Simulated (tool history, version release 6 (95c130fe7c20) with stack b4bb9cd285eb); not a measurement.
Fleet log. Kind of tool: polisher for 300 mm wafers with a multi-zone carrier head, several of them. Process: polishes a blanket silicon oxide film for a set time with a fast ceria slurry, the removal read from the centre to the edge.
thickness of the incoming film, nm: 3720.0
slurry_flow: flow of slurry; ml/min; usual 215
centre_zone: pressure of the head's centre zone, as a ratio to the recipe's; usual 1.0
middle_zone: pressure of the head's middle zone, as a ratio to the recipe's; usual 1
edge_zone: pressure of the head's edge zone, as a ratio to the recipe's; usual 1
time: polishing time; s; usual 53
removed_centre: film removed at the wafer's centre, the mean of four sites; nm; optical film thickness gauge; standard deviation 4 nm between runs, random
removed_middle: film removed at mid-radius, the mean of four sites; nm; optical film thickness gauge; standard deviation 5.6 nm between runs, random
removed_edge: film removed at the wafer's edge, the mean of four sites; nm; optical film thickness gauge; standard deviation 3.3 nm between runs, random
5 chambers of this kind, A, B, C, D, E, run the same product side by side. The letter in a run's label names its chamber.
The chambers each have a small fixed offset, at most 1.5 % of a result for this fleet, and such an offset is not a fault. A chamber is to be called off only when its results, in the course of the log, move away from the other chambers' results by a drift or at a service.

| run | hour | slurry_flow | centre_zone | middle_zone | edge_zone | time | wafers polished on this pad | hours since the slurry nozzle was cleaned | hours since the centre zone pressure was calibrated | hours since the edge zone pressure was calibrated | removed_centre | removed_middle | removed_edge |
|---|---|---|---|---|---|---|---|---|---|---|---|---|---|
|  | 0.1 | chamber B: worn pad replaced by a new one |
| 1B | 4.8 | 215 | 1.0 | 1 | 1 | 53 | 38 | 76.2 | 263.6 | 254.3 | 532.06 | 548.86 | 545.76 |
| 2D | 9.5 | 215 | 1.0 | 1 | 1 | 53 | 544 | 388.2 | 475.7 | 543.7 | 532.90 | 536.04 | 548.93 |
| 3C | 13.2 | 215 | 1.0 | 1 | 1 | 53 | 715 | 288.0 | 576.7 | 181.6 | 550.73 | 548.96 | 545.21 |
| 4A | 17.7 | 215 | 1.0 | 1 | 1 | 53 | 261 | 117.4 | 480.6 | 107.0 | 534.60 | 549.12 | 541.90 |
| 5E | 20.8 | 215 | 1.0 | 1 | 1 | 53 | 1246 | 273.1 | 644.6 | 175.4 | 543.59 | 545.46 | 541.35 |
| 6B | 24.5 | 215 | 1.0 | 1 | 1 | 53 | 197 | 95.9 | 283.3 | 274.0 | 538.69 | 540.51 | 549.55 |
| 7C | 29.2 | 215 | 1.0 | 1 | 1 | 53 | 844 | 304.0 | 592.7 | 197.6 | 546.78 | 535.75 | 535.79 |
| 8D | 32.8 | 215 | 1.0 | 1 | 1 | 53 | 732 | 411.5 | 499.0 | 567.0 | 538.60 | 541.77 | 549.67 |
| 9E | 37.5 | 215 | 1.0 | 1 | 1 | 53 | 1381 | 289.8 | 661.3 | 192.1 | 542.21 | 541.35 | 542.83 |
| 10A | 40.4 | 215 | 1.0 | 1 | 1 | 53 | 444 | 140.1 | 503.3 | 129.7 | 543.30 | 547.13 | 539.69 |
| 11B | 44.2 | 215 | 1.0 | 1 | 1 | 53 | 356 | 115.6 | 303.0 | 293.7 | 541.84 | 542.00 | 547.98 |
| 12E | 49.0 | 215 | 1.0 | 1 | 1 | 53 | 1474 | 301.3 | 672.8 | 203.6 | 532.20 | 546.13 | 544.50 |
| 13D | 52.6 | 215 | 1.0 | 1 | 1 | 53 | 891 | 431.3 | 518.8 | 586.8 | 541.87 | 539.37 | 550.15 |
|  | 52.8 | chamber C: worn pad replaced by a new one |
|  | 54.7 | chamber B: centre zone pressure recalibrated |
| 14A | 56.1 | 215 | 1.0 | 1 | 1 | 53 | 571 | 155.8 | 519.0 | 145.4 | 536.57 | 536.21 | 538.24 |
|  | 56.2 | chamber E: worn pad replaced by a new one |
| 15C | 61.1 | 215 | 1.0 | 1 | 1 | 53 | 67 | 335.9 | 624.6 | 229.5 | 539.58 | 532.61 | 536.48 |
| 16D | 64.9 | 215 | 1.0 | 1 | 1 | 53 | 991 | 443.6 | 531.1 | 599.1 | 542.30 | 536.29 | 552.89 |
| 17B | 68.0 | 240 | 1.0 | 1 | 1 | 44 | 548 | 139.4 | 13.4 | 317.5 | 451.75 | 459.28 | 459.20 |
| 18E | 70.5 | 240 | 1.0 | 1 | 1 | 44 | 116 | 322.8 | 694.3 | 225.1 | 452.88 | 455.50 | 452.25 |
| 19A | 74.1 | 240 | 1.0 | 1 | 1 | 44 | 716 | 173.8 | 537.0 | 163.4 | 452.46 | 456.49 | 455.76 |
| 20C | 77.0 | 240 | 1.0 | 1 | 1 | 44 | 195 | 351.8 | 640.5 | 245.4 | 451.10 | 437.98 | 447.44 |
| 21E | 79.7 | 240 | 1.0 | 1 | 1 | 44 | 190 | 332.0 | 703.5 | 234.3 | 451.52 | 456.58 | 459.57 |
| 22C | 82.9 | 215 | 1.0 | 1 | 1 | 53 | 243 | 357.7 | 646.4 | 251.3 | 536.84 | 529.80 | 527.38 |
| 23A | 86.6 | 215 | 1.0 | 1 | 1 | 53 | 817 | 186.3 | 549.5 | 175.9 | 541.23 | 547.33 | 533.62 |
| 24B | 89.0 | 215 | 1.0 | 1 | 1 | 53 | 717 | 160.4 | 34.4 | 338.5 | 534.89 | 540.40 | 548.40 |
| 25D | 93.4 | 215 | 1.0 | 1 | 1 | 53 | 1221 | 472.1 | 559.6 | 627.6 | 539.35 | 540.18 | 542.73 |
| 26B | 96.5 | 215 | 1.0 | 1 | 1 | 53 | 778 | 167.9 | 41.9 | 346.0 | 539.01 | 533.52 | 550.62 |
| 27C | 100.4 | 215 | 1.0 | 1 | 1 | 53 | 384 | 375.2 | 663.9 | 268.8 | 518.04 | 514.31 | 525.16 |
| 28D | 102.6 | 215 | 1.0 | 1 | 1 | 53 | 1295 | 481.3 | 568.8 | 636.8 | 542.45 | 532.21 | 550.59 |
| 29E | 105.5 | 215 | 1.0 | 1 | 1 | 53 | 398 | 357.8 | 729.3 | 260.1 | 537.19 | 543.55 | 536.22 |
| 30A | 109.9 | 215 | 0.9 | 1 | 1 | 53 | 1005 | 209.6 | 572.8 | 199.2 | 483.82 | 544.45 | 542.95 |
|  | 111.1 | chamber A: worn pad replaced by a new one |
| 31A | 112.9 | 215 | 0.9 | 1 | 1 | 53 | 14 | 212.6 | 575.8 | 202.2 | 480.23 | 546.68 | 547.18 |
| 32B | 116.7 | 215 | 0.9 | 1 | 1 | 53 | 941 | 188.1 | 62.1 | 366.2 | 477.51 | 547.98 | 549.17 |
| 33D | 119.7 | 215 | 0.9 | 1 | 1 | 53 | 1433 | 498.4 | 585.9 | 653.9 | 485.02 | 539.52 | 546.24 |
| 34E | 123.9 | 215 | 0.9 | 1 | 1 | 53 | 546 | 376.2 | 747.7 | 278.5 | 481.98 | 547.02 | 544.40 |
| 35C | 126.2 | 215 | 1.0 | 1 | 1 | 53 | 592 | 401.0 | 689.7 | 294.6 | 516.49 | 510.11 | 514.66 |
| 36B | 130.6 | 215 | 1.0 | 1 | 1 | 53 | 1053 | 202.0 | 76.0 | 380.1 | 534.90 | 546.11 | 542.36 |
| 37C | 133.0 | 215 | 1.0 | 1 | 1 | 53 | 647 | 407.8 | 696.5 | 301.4 | 510.76 | 507.11 | 516.95 |

Next, all 5 chambers run the settings below, one line each with question marks for the results. What does each chamber give?
| 38A | 136.5 | 215 | 1.0 | 1 | 1 | 53 |  |  |  |  | ? | ? | ? |
| 38B | 136.5 | 215 | 1.0 | 1 | 1 | 53 |  |  |  |  | ? | ? | ? |
| 38C | 136.5 | 215 | 1.0 | 1 | 1 | 53 |  |  |  |  | ? | ? | ? |
| 38D | 136.5 | 215 | 1.0 | 1 | 1 | 53 |  |  |  |  | ? | ? | ? |
| 38E | 136.5 | 215 | 1.0 | 1 | 1 | 53 |  |  |  |  | ? | ? | ? |

| run | removed_centre | removed_middle | removed_edge |
|---|---|---|---|
| 38A | 533.85 | 544.98 | 537.50 |
| 38B | 542.14 | 548.47 | 543.07 |
| 38C | 510.39 | 497.31 | 516.66 |
| 38D | 535.27 | 544.73 | 553.33 |
| 38E | 534.81 | 540.80 | 541.07 |
